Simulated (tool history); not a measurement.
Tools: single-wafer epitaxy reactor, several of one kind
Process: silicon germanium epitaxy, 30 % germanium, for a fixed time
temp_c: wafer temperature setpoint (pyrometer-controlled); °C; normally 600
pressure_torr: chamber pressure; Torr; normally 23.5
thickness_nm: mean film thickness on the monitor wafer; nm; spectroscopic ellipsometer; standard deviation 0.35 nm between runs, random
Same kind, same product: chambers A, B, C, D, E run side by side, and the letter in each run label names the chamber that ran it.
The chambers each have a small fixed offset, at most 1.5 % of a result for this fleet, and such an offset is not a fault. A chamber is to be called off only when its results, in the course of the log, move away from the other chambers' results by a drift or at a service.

| run | hour | temp_c | pressure_torr | read-back reference wafer on the same gauge, thickness_nm | thickness_nm |
|---|---|---|---|---|---|
| 1E | 3.6 | 600 | 23.5 | 51.086 | 62.583 |
| 2B | 8.8 | 600 | 23.5 | 51.063 | 61.619 |
| 3D | 13.5 | 600 | 23.5 | 51.143 | 63.257 |
| 4A | 16.3 | 600 | 23.5 | 51.116 | 62.280 |
| 5C | 20.6 | 600 | 23.5 | 51.084 | 63.166 |
| 6A | 22.9 | 600 | 23.5 | 51.106 | 62.731 |
| 7D | 26.4 | 600 | 23.5 | 51.170 | 62.664 |
| 8B | 29.3 | 600 | 23.5 | 51.042 | 62.289 |
| 9E | 32.0 | 600 | 23.5 | 51.092 | 62.284 |
| 10C | 37.2 | 600 | 23.5 | 51.081 | 62.846 |
| 11B | 40.8 | 586 | 20.8 | 51.114 | 45.273 |
| 12E | 43.1 | 586 | 20.8 | 51.116 | 46.397 |
| 13C | 46.5 | 586 | 20.8 | 51.132 | 46.447 |
|  | 47.1 | chamber E: pyrometer calibrated |
| 14D | 51.2 | 586 | 20.8 | 51.119 | 46.579 |
| 15A | 54.0 | 586 | 20.8 | 51.112 | 45.915 |
| 16E | 59.2 | 600 | 23.5 | 51.111 | 65.260 |
| 17D | 63.1 | 595 | 27.8 | 51.013 | 61.299 |
| 18B | 65.6 | 595 | 27.8 | 51.156 | 60.384 |
| 19A | 67.9 | 595 | 27.8 | 51.089 | 61.655 |
| 20C | 73.1 | 595 | 27.8 | 51.145 | 61.557 |
| 21D | 75.7 | 595 | 27.8 | 51.049 | 60.995 |
| 22E | 79.7 | 596 | 23.5 | 51.024 | 60.895 |
| 23C | 84.2 | 596 | 23.5 | 51.141 | 59.135 |
| 24B | 87.8 | 596 | 23.5 | 51.139 | 58.229 |
| 25A | 90.2 | 596 | 23.5 | 51.145 | 58.205 |
| 26D | 95.0 | 596 | 23.5 | 51.036 | 58.560 |
| 27E | 99.8 | 600 | 23.5 | 51.071 | 65.196 |
| 28C | 102.3 | 600 | 23.5 | 51.097 | 63.454 |
| 29B | 107.4 | 600 | 23.5 | 51.123 | 62.590 |
| 30A | 111.6 | 600 | 23.5 | 51.057 | 62.340 |
| 31B | 114.1 | 600 | 23.5 | 51.098 | 61.922 |

Read the log: is a single chamber off, either drifting away or since a service, is the gauge that measures every chamber drifting, or is nothing wrong beyond small per-chamber offsets? Name any odd chamber and what most likely caused it.

Chamber E came out of a service off from its peers and stayed that way.
Likeliest cause: wafer temperature above the value expected at the setpoint (K) = 2.25.

Chamber E could run next with any of the 4 candidate recipes listed below; each alters the usual settings, and their results appear as question marks. Which one brings its results back in line with what the other chambers deliver on the usual settings?
Counts as in line when no further than this from what the other chambers average on the usual settings: thickness_nm 1.200 nm
| 32E-1 | 117.8 | 604 | 23.5 |  | ? |
| 32E-2 | 117.8 | 598 | 23.2 |  | ? |
| 32E-3 | 117.8 | 600 | 25.9 |  | ? |
| 32E-4 | 117.8 | 596 | 23.0 |  | ? |

Mean of the other chambers on the usual settings: thickness_nm 62.830 nm
| run | thickness_nm |
|---|---|
| 32E-1 | 70.504 |
| 32E-2 | 62.895 |
| 32E-3 | 68.172 |
| 32E-4 | 60.420 |
With 32E-2, the chamber falls back in line with the rest.
